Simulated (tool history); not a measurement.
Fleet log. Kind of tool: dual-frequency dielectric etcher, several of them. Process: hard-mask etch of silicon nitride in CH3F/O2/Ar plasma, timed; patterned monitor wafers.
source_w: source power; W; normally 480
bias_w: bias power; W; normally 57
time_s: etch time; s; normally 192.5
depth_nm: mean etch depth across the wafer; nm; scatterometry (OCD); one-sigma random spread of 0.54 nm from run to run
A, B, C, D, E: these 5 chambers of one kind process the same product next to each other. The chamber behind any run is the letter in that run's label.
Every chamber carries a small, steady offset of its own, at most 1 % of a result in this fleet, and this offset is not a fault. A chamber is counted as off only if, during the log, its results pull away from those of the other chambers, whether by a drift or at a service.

run,hour,source_w,bias_w,time_s,"read-back reference wafer on the same gauge, depth_nm",depth_nm
1A,7.3,480,57,192.5,148.12,133.81
2E,11.2,480,57,192.5,148.04,132.51
3D,16.1,480,57,192.5,148.04,132.02
# hour 19.3: chamber C: wet clean of the chamber
4C,20.7,480,57,192.5,147.89,134.55
5B,27.0,480,57,192.5,148.07,133.75
6A,34.3,480,57,192.5,148.16,133.86
7E,39.5,480,57,192.5,148.01,132.14
8C,43.2,480,57,192.5,148.00,134.46
9D,47.9,480,57,192.5,148.00,132.59
10B,53.9,480,57,192.5,148.06,133.30
11D,58.3,480,57,192.5,147.94,132.40
12B,63.6,480,57,192.5,147.91,132.90
13A,67.0,480,57,192.5,147.89,133.33
14E,71.5,480,65,192.5,147.92,137.80
15C,77.4,480,65,192.5,148.02,140.52
# hour 77.7: chamber D: wet clean of the chamber
16C,81.5,480,65,192.5,147.88,138.92
17B,85.4,480,65,192.5,148.04,139.77
18D,91.8,480,65,192.5,148.13,133.77
19E,97.8,480,57,192.5,147.97,133.50
20A,103.9,480,46,238.5,148.05,153.53
21B,110.0,480,46,238.5,147.96,154.41
22E,114.8,480,46,238.5,148.09,153.33
23A,118.8,480,46,238.5,147.97,153.68
24D,125.7,480,46,238.5,148.07,148.57
25C,130.0,480,57,192.5,148.11,134.21
26C,133.4,480,57,192.5,147.98,134.58
27E,137.8,480,57,192.5,147.99,132.57
28B,143.1,480,57,192.5,148.11,134.39
29A,146.7,480,57,192.5,147.91,132.94
30D,150.0,480,57,192.5,147.79,128.09
31C,156.8,480,57,192.5,148.01,134.26
32D,160.5,480,57,192.5,148.11,128.80
33E,165.4,480,57,192.5,147.81,132.90
34B,170.1,480,57,192.5,147.98,133.80
# hour 176.6: chamber B: bias power generator calibrated
35A,177.3,480,57,192.5,148.06,133.61
36A,182.6,480,57,192.5,148.04,133.18
37E,187.7,480,57,192.5,147.96,132.96
38B,193.4,480,57,192.5,148.22,133.84
39C,197.5,480,57,192.5,147.86,134.89
40D,201.2,380,57,192.5,147.96,116.40
41B,208.2,380,57,192.5,147.84,123.04
42C,212.5,380,57,192.5,148.03,122.63

Read the log: is a single chamber off, either drifting away or since a service, is the gauge that measures every chamber drifting, or is nothing wrong beyond small per-chamber offsets? Name any odd chamber and what most likely caused it.

Chamber D has stood off from the others ever since a service on it.
Most likely cause: etch rate under this chamber's usual, % = 3.31.

Below are 4 candidate recipes for chamber D's next run, each the usual settings with a change, their results shown as question marks. Which of them brings D's results back in line with what the other chambers give on the usual settings?
Counts as in line when no further than this from what the other chambers average on the usual settings: depth_nm 1.90 nm
43D-1,217.8,490,57,200.0,,?
43D-2,217.8,480,70,192.5,,?
43D-3,217.8,480,45,192.5,,?
43D-4,217.8,480,57,184.0,,?

On the usual settings, the other chambers give on average: depth_nm 133.61 nm
run,depth_nm
43D-1,133.82
43D-2,136.66
43D-3,118.77
43D-4,122.13
The answer is 43D-1, which returns the chamber to within the allowed miss of the others.

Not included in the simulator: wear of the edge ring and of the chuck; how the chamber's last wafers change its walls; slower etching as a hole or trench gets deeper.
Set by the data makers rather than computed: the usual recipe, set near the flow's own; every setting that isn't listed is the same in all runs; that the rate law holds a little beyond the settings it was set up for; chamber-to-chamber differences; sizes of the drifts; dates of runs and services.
